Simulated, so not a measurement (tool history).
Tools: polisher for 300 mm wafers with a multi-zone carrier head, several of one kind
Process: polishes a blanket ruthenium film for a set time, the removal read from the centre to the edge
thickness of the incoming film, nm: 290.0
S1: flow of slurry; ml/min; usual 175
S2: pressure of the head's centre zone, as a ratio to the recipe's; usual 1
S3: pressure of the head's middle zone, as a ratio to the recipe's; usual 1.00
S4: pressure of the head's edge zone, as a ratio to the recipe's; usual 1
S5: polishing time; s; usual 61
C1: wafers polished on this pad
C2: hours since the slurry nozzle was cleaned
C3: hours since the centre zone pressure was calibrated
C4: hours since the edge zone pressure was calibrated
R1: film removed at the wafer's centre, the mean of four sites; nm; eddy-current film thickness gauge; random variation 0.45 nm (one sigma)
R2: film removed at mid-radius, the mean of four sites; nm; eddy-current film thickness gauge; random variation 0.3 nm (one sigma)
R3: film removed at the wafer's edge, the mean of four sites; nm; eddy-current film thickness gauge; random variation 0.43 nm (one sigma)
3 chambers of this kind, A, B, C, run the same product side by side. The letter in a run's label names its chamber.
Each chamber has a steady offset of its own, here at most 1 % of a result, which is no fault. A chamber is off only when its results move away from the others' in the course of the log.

run   hour   S1  S2    S3  S4  S5    C1     C2     C3      C4      R1      R2      R3
 1B    4.3  175   1  1.00   1  61   456  239.2   32.6   128.6  36.827  36.546  36.444
       6.6  -- chamber B: worn pad replaced by a new one
 2C    7.5  175   1  1.00   1  61   286  234.9   62.9  1127.6  35.538  36.202  36.404
       8.1  -- chamber B: slurry nozzle cleaned
 3A   11.8  175   1  1.00   1  61   432  368.1  133.4   183.5  36.747  36.220  35.805
 4B   16.7  175   1  1.00   1  61    65    8.6   45.0   141.0  36.251  36.294  36.007
 5C   20.7  175   1  1.00   1  61   371  248.1   76.1  1140.8  36.766  36.201  36.443
 6A   25.5  175   1  1.00   1  61   520  381.8  147.1   197.2  36.433  36.201  35.734
 7B   29.7  175   1  1.00   1  61   148   21.6   58.0   154.0  36.462  36.418  35.942
 8C   34.8  175   1  1.00   1  61   462  262.2   90.2  1154.9  35.999  36.253  34.980
 9A   39.9  175   1  1.00   1  61   612  396.2  161.5   211.6  36.178  36.499  36.025
10C   43.7  175   1  1.00   1  61   519  271.1   99.1  1163.8  35.481  35.373  34.687
11A   47.9  175   1  1.00   1  61   663  404.2  169.5   219.6  35.561  36.176  35.982
12B   50.4  175   1  1.00   1  61   281   42.3   78.7   174.7  37.173  36.334  36.755
13A   53.7  175   1  1.00   1  61   701  410.0  175.3   225.4  36.929  36.354  34.687
14B   58.0  175   1  1.00   1  61   330   49.9   86.3   182.3  36.290  35.561  36.829
15C   63.0  175   1  1.00   1  61   643  290.4  118.4  1183.1  34.795  33.888  34.066
16B   66.8  175   1  1.00   1  61   387   58.7   95.1   191.1  36.037  36.375  36.616
17A   69.9  175   1  0.92   1  61   805  426.2  191.5   241.6  36.545  33.591  35.387
18C   73.8  175   1  0.92   1  61   712  301.2  129.2  1193.9  32.767  31.725  34.271
19C   78.7  175   1  0.92   1  61   744  306.1  134.1  1198.8  34.228  30.962  32.829
20A   81.0  175   1  1.00   1  61   876  437.3  202.6   252.7  36.535  36.269  35.660
21B   85.4  175   1  1.00   1  61   506   77.3  113.7   209.7  37.571  36.469  35.861
22C   90.6  175   1  1.00   1  61   820  318.0  146.0  1210.7  32.615  32.421  32.502
      93.3  -- chamber B: worn pad replaced by a new one
23B   95.9  175   1  1.00   1  61    17   87.8  124.2   220.2  36.499  36.322  35.750
24A  101.2  175   1  1.00   1  61  1006  457.5  222.8   272.9  36.444  36.527  36.049

All 3 chambers run these settings next. Forecast each chamber's results:
25A  105.0  175   1  1.00   1  61                   ?   ?   ?
25B  105.0  175   1  1.00   1  61                   ?   ?   ?
25C  105.0  175   1  1.00   1  61                   ?   ?   ?

run      R1      R2      R3
25A  36.679  36.672  35.789
25B  36.593  36.235  37.083
25C  32.256  31.612  32.044
